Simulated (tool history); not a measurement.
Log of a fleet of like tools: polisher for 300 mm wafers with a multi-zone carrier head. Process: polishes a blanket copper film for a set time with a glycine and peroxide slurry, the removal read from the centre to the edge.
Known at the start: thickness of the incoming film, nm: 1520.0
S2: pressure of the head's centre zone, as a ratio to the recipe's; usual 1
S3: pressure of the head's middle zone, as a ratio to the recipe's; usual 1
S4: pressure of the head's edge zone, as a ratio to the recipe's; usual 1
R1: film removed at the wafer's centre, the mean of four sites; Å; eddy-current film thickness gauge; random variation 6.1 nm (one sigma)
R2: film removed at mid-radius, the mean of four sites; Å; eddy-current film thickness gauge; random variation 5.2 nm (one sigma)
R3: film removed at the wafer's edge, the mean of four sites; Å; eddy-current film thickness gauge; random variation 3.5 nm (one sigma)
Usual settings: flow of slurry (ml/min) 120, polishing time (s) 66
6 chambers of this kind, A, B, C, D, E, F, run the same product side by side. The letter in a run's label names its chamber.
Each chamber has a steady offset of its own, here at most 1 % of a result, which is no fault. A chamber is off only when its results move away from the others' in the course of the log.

At hour 1.2: chamber F: centre zone pressure recalibrated.
At hour 3.9: chamber A: worn pad replaced by a new one.
Run 1E, hour 11.7: usual settings. Result: R1 4183.6 Å, R2 4238.2 Å, R3 4233.4 Å.
At hour 12.5: chamber C: worn pad replaced by a new one.
At hour 18.3: chamber C: edge zone pressure recalibrated.
Run 2B, hour 23.9: usual settings. Result: R1 4214.3 Å, R2 4187.8 Å, R3 4288.2 Å.
At hour 29.5: chamber B: worn pad replaced by a new one.
Run 3D, hour 34.7: usual settings. Result: R1 4207.2 Å, R2 4225.6 Å, R3 4225 Å.
Run 4C, hour 45.3: usual settings. Result: R1 4175.6 Å, R2 4182.9 Å, R3 4355.9 Å.
Run 5F, hour 53.9: usual settings. Result: R1 4259.6 Å, R2 4314.2 Å, R3 4307 Å.
Run 6A, hour 62.2: usual settings. Result: R1 4210.6 Å, R2 4273.3 Å, R3 4231.5 Å.
At hour 71.2: chamber F: slurry nozzle cleaned.
At hour 72: chamber D: worn pad replaced by a new one.
Run 7D, hour 76.8: usual settings. Result: R1 4306.9 Å, R2 4172.1 Å, R3 4295.7 Å.
At hour 80.9: chamber F: worn pad replaced by a new one.
At hour 83.1: chamber F: edge zone pressure recalibrated.
At hour 84.3: chamber C: slurry nozzle cleaned.
Run 8A, hour 87.3: usual settings but flow of slurry (ml/min) 105, S2 1.07. Result: R1 4418.4 Å, R2 4110.9 Å, R3 4190.3 Å.
At hour 94.6: chamber E: worn pad replaced by a new one.
At hour 97.8: chamber A: worn pad replaced by a new one.
Run 9F, hour 99.1: usual settings but flow of slurry (ml/min) 105, S2 1.07. Result: R1 4449.3 Å, R2 4138.2 Å, R3 4193 Å.
At hour 102.2: chamber C: worn pad replaced by a new one.
At hour 105.1: chamber A: centre zone pressure recalibrated.
Run 10C, hour 108.7: usual settings but flow of slurry (ml/min) 105, S2 1.07. Result: R1 4471 Å, R2 4017.5 Å, R3 4196 Å.
Run 11B, hour 118.1: usual settings but flow of slurry (ml/min) 105, S2 1.07. Result: R1 4458.5 Å, R2 4065.8 Å, R3 4142 Å.
Run 12E, hour 125.3: usual settings but flow of slurry (ml/min) 105, S2 1.07. Result: R1 4318.2 Å, R2 4051.3 Å, R3 4178.8 Å.
At hour 129.2: chamber B: worn pad replaced by a new one.
At hour 130.8: chamber D: slurry nozzle cleaned.
Run 13B, hour 137.7: usual settings but flow of slurry (ml/min) 105, S2 1.07. Result: R1 4414.8 Å, R2 4055.9 Å, R3 4168.5 Å.
Run 14A, hour 144.4: usual settings. Result: R1 4325.7 Å, R2 4333.6 Å, R3 4333.9 Å.
Run 15E, hour 152: usual settings but polishing time (s) 52. Result: R1 3346.9 Å, R2 3343.4 Å, R3 3323.4 Å.
At hour 166.4: chamber D: worn pad replaced by a new one.
Run 16C, hour 166.5: usual settings but polishing time (s) 52. Result: R1 3294 Å, R2 3394.3 Å, R3 3435.7 Å.
At hour 172.7: chamber E: worn pad replaced by a new one.
At hour 176.5: chamber F: worn pad replaced by a new one.
Run 17F, hour 179.9: usual settings but polishing time (s) 52. Result: R1 3382.7 Å, R2 3395.2 Å, R3 3351.2 Å.
At hour 181.2: chamber B: centre zone pressure recalibrated.
At hour 183.1: chamber D: centre zone pressure recalibrated.
At hour 185: chamber C: worn pad replaced by a new one.
At hour 193.1: chamber E: slurry nozzle cleaned.
Run 18D, hour 194.6: usual settings but polishing time (s) 52. Result: R1 3309.4 Å, R2 3432 Å, R3 3347.9 Å.
At hour 198.1: chamber A: worn pad replaced by a new one.
Run 19A, hour 204.7: usual settings but polishing time (s) 52. Result: R1 3357.3 Å, R2 3381.4 Å, R3 3338.4 Å.
At hour 207.3: chamber B: edge zone pressure recalibrated.
At hour 217.3: chamber A: edge zone pressure recalibrated.
Run 20E, hour 219.5: usual settings but polishing time (s) 52. Result: R1 3299.7 Å, R2 3347.1 Å, R3 3350.9 Å.
At hour 225.5: chamber A: slurry nozzle cleaned.
At hour 231.5: chamber B: worn pad replaced by a new one.
Run 21D, hour 232.4: usual settings. Result: R1 4328.3 Å, R2 4221.7 Å, R3 4297 Å.
Run 22C, hour 243.1: usual settings. Result: R1 4347.3 Å, R2 4270.9 Å, R3 4344.9 Å.
Run 23B, hour 250.8: usual settings. Result: R1 4085.7 Å, R2 4399.6 Å, R3 4272.2 Å.
Run 24F, hour 257.6: usual settings. Result: R1 4217.8 Å, R2 4291.4 Å, R3 4291.2 Å.
At hour 261.8: chamber E: worn pad replaced by a new one.
At hour 266.7: chamber D: worn pad replaced by a new one.
At hour 267.6: chamber F: worn pad replaced by a new one.
Run 25F, hour 267.6: usual settings. Result: R1 4328.5 Å, R2 4244 Å, R3 4267.3 Å.
Run 26A, hour 274.6: usual settings. Result: R1 4282.7 Å, R2 4263.8 Å, R3 4268 Å.
At hour 279.1: chamber A: worn pad replaced by a new one.
At hour 285.8: chamber C: worn pad replaced by a new one.
Run 27D, hour 288.1: usual settings. Result: R1 4130.7 Å, R2 4179.4 Å, R3 4268.1 Å.
Run 28E, hour 297.1: usual settings. Result: R1 4165.3 Å, R2 4259.5 Å, R3 4266 Å.
Run 29C, hour 307.9: usual settings. Result: R1 4242.8 Å, R2 4149.8 Å, R3 4369 Å.
Run 30B, hour 320.7: usual settings. Result: R1 4247 Å, R2 4269.5 Å, R3 4284.9 Å.
At hour 322.1: chamber B: worn pad replaced by a new one.
Run 31E, hour 331.5: usual settings. Result: R1 4238.8 Å, R2 4181.6 Å, R3 4240.6 Å.
At hour 343.3: chamber E: worn pad replaced by a new one.
Run 32C, hour 343.8: usual settings but flow of slurry (ml/min) 145. Result: R1 4451.4 Å, R2 4355.3 Å, R3 4391.2 Å.
At hour 348.1: chamber D: worn pad replaced by a new one.
At hour 351.5: chamber F: worn pad replaced by a new one.
At hour 351.7: chamber F: slurry nozzle cleaned.
Run 33B, hour 354.7: usual settings but flow of slurry (ml/min) 145. Result: R1 4427.6 Å, R2 4530.2 Å, R3 4373.2 Å.
At hour 362.9: chamber A: worn pad replaced by a new one.
Run 34D, hour 364.1: usual settings but flow of slurry (ml/min) 145. Result: R1 4527.9 Å, R2 4441.4 Å, R3 4381.6 Å.
At hour 364.4: chamber C: slurry nozzle cleaned.
Run 35A, hour 376.6: usual settings but flow of slurry (ml/min) 145. Result: R1 4441.7 Å, R2 4409 Å, R3 4392.5 Å.
At hour 377.4: chamber C: worn pad replaced by a new one.
At hour 378.8: chamber B: slurry nozzle cleaned.
At hour 385.9: chamber D: slurry nozzle cleaned.
Run 36F, hour 388.8: usual settings but flow of slurry (ml/min) 145. Result: R1 4525.5 Å, R2 4480.2 Å, R3 4462.3 Å.
Run 37C, hour 396.3: usual settings but flow of slurry (ml/min) 145. Result: R1 4473.1 Å, R2 4422.4 Å, R3 4376.8 Å.
At hour 406.4: chamber E: edge zone pressure recalibrated.
Run 38F, hour 406.6: usual settings. Result: R1 4242.8 Å, R2 4227 Å, R3 4325.3 Å.
Run 39D, hour 413.3: usual settings. Result: R1 4274.9 Å, R2 4212 Å, R3 4240.1 Å.
At hour 423.2: chamber B: worn pad replaced by a new one.
Run 40E, hour 426.7: usual settings. Result: R1 4201 Å, R2 4217.9 Å, R3 4229 Å.
Run 41B, hour 441.4: usual settings. Result: R1 4327.7 Å, R2 4282.7 Å, R3 4271.9 Å.
Run 42A, hour 455.9: usual settings. Result: R1 4345.1 Å, R2 4339.1 Å, R3 4264.9 Å.

Next, every chamber runs the same settings. What will each give?
Run 43A, hour 467: usual settings. Result: R1 ?, R2 ?, R3 ?.
Run 43B, hour 467: usual settings. Result: R1 ?, R2 ?, R3 ?.
Run 43C, hour 467: usual settings. Result: R1 ?, R2 ?, R3 ?.
Run 43D, hour 467: usual settings. Result: R1 ?, R2 ?, R3 ?.
Run 43E, hour 467: usual settings. Result: R1 ?, R2 ?, R3 ?.
Run 43F, hour 467: usual settings. Result: R1 ?, R2 ?, R3 ?.

run      R1      R2      R3
43A  4264.7  4228.9  4316.9
43B  4281.5  4282.9    4263
43C  4346.3  4160.3  4290.1
43D  4340.5  4188.3  4239.5
43E    4141  4266.4    4289
43F  4299.9  4314.8  4334.1
